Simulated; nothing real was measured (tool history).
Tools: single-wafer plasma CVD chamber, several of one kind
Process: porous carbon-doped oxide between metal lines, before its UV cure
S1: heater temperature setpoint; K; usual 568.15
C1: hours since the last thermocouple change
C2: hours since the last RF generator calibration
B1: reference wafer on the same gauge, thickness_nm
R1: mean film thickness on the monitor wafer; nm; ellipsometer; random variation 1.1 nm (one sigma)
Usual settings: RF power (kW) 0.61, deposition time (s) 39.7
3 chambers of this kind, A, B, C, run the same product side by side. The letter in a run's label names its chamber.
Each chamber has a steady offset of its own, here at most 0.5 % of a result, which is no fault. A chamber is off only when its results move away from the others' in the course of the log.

Run 1B, hour 5.5: usual settings; C1 315.8; C2 755; B1 268.94. Result: R1 249.2 nm.
Run 2C, hour 10.6: usual settings; C1 22.7; C2 1024.4; B1 269.12. Result: R1 246.83 nm.
Run 3A, hour 20.6: usual settings; C1 1303.6; C2 512.4; B1 268.89. Result: R1 249.59 nm.
Run 4C, hour 26.5: usual settings; C1 38.6; C2 1040.3; B1 269.1. Result: R1 249.21 nm.
Run 5A, hour 34.1: usual settings; C1 1317.1; C2 525.9; B1 268.93. Result: R1 249.15 nm.
At hour 38: chamber C: RF generator calibrated.
Run 6B, hour 44: usual settings; C1 354.3; C2 793.5; B1 269.13. Result: R1 250.61 nm.
Run 7B, hour 50.1: usual settings; C1 360.4; C2 799.6; B1 268.8. Result: R1 249.51 nm.
Run 8C, hour 58.3: usual settings; C1 70.4; C2 20.4; B1 268.99. Result: R1 247.53 nm.
Run 9A, hour 68.1: usual settings; C1 1351.1; C2 559.9; B1 269.02. Result: R1 249.84 nm.
Run 10C, hour 74.2: usual settings; C1 86.3; C2 36.3; B1 268.99. Result: R1 248.18 nm.
Run 11B, hour 84: usual settings; C1 394.3; C2 833.5; B1 269.11. Result: R1 251.06 nm.
Run 12A, hour 93.8: usual settings; C1 1376.8; C2 585.6; B1 268.91. Result: R1 248.78 nm.
Run 13C, hour 103.4: usual settings; C1 115.5; C2 65.5; B1 269.25. Result: R1 248.31 nm.
Run 14A, hour 110.6: usual settings; C1 1393.6; C2 602.4; B1 268.9. Result: R1 251.04 nm.
Run 15B, hour 116.6: usual settings but S1 564.15 K; C1 426.9; C2 866.1; B1 268.81. Result: R1 255.88 nm.
Run 16B, hour 121.9: usual settings but S1 564.15 K; C1 432.2; C2 871.4; B1 269. Result: R1 256.2 nm.
Run 17C, hour 129.8: usual settings but S1 564.15 K; C1 141.9; C2 91.9; B1 268.94. Result: R1 255.61 nm.
Run 18A, hour 140.4: usual settings; C1 1423.4; C2 632.2; B1 269.33. Result: R1 249.33 nm.
Run 19C, hour 148.5: usual settings; C1 160.6; C2 110.6; B1 269.07. Result: R1 250.04 nm.
Run 20A, hour 159.3: usual settings; C1 1442.3; C2 651.1; B1 269.29. Result: R1 248.73 nm.
Run 21B, hour 165.7: usual settings but RF power (kW) 0.73; C1 476; C2 915.2; B1 269.1. Result: R1 281.59 nm.
Run 22A, hour 172.9: usual settings but RF power (kW) 0.73; C1 1455.9; C2 664.7; B1 268.79. Result: R1 281.53 nm.
Run 23B, hour 179.7: usual settings but RF power (kW) 0.73; C1 490; C2 929.2; B1 268.84. Result: R1 281.71 nm.
Run 24C, hour 186.9: usual settings; C1 199; C2 149; B1 269.12. Result: R1 248.51 nm.
Run 25C, hour 196.5: usual settings; C1 208.6; C2 158.6; B1 268.94. Result: R1 249.78 nm.
Run 26A, hour 205.3: usual settings; C1 1488.3; C2 697.1; B1 269. Result: R1 248.87 nm.
Run 27B, hour 215.5: usual settings; C1 525.8; C2 965; B1 268.88. Result: R1 250.02 nm.
Run 28B, hour 223.7: usual settings; C1 534; C2 973.2; B1 269.2. Result: R1 251.26 nm.
Run 29A, hour 229.8: usual settings; C1 1512.8; C2 721.6; B1 268.83. Result: R1 251.39 nm.
Run 30C, hour 235.5: usual settings; C1 247.6; C2 197.6; B1 268.92. Result: R1 249.87 nm.
Run 31B, hour 240.9: usual settings; C1 551.2; C2 990.4; B1 268.84. Result: R1 251.15 nm.
Run 32C, hour 251.6: usual settings; C1 263.7; C2 213.7; B1 268.92. Result: R1 249.16 nm.
Run 33A, hour 261.5: usual settings; C1 1544.5; C2 753.3; B1 268.79. Result: R1 247.87 nm.
Run 34B, hour 268.2: usual settings; C1 578.5; C2 1017.7; B1 269. Result: R1 249.87 nm.
Run 35C, hour 275.7: usual settings; C1 287.8; C2 237.8; B1 268.8. Result: R1 248.86 nm.
Run 36A, hour 285: usual settings; C1 1568; C2 776.8; B1 268.8. Result: R1 251.5 nm.
Run 37B, hour 295.4: usual settings; C1 605.7; C2 1044.9; B1 269.33. Result: R1 250.54 nm.
Run 38A, hour 302.2: usual settings; C1 1585.2; C2 794; B1 268.98. Result: R1 248.64 nm.
Run 39C, hour 309.7: usual settings; C1 321.8; C2 271.8; B1 269.22. Result: R1 248.5 nm.
Run 40B, hour 315: usual settings but S1 576.15 K, RF power (kW) 0.575; C1 625.3; C2 1064.5; B1 268.89. Result: R1 229.35 nm.
Run 41C, hour 321.6: usual settings but S1 576.15 K, RF power (kW) 0.575; C1 333.7; C2 283.7; B1 269.07. Result: R1 228.02 nm.
Run 42A, hour 329.2: usual settings but S1 576.15 K, RF power (kW) 0.575; C1 1612.2; C2 821; B1 269.02. Result: R1 230.19 nm.

Is one chamber off against the others, does the gauge drift, or is nothing wrong? If a chamber is off, say which, and what the likeliest cause is.

No chamber stands off beyond its own small offset, and the gauge holds steady.

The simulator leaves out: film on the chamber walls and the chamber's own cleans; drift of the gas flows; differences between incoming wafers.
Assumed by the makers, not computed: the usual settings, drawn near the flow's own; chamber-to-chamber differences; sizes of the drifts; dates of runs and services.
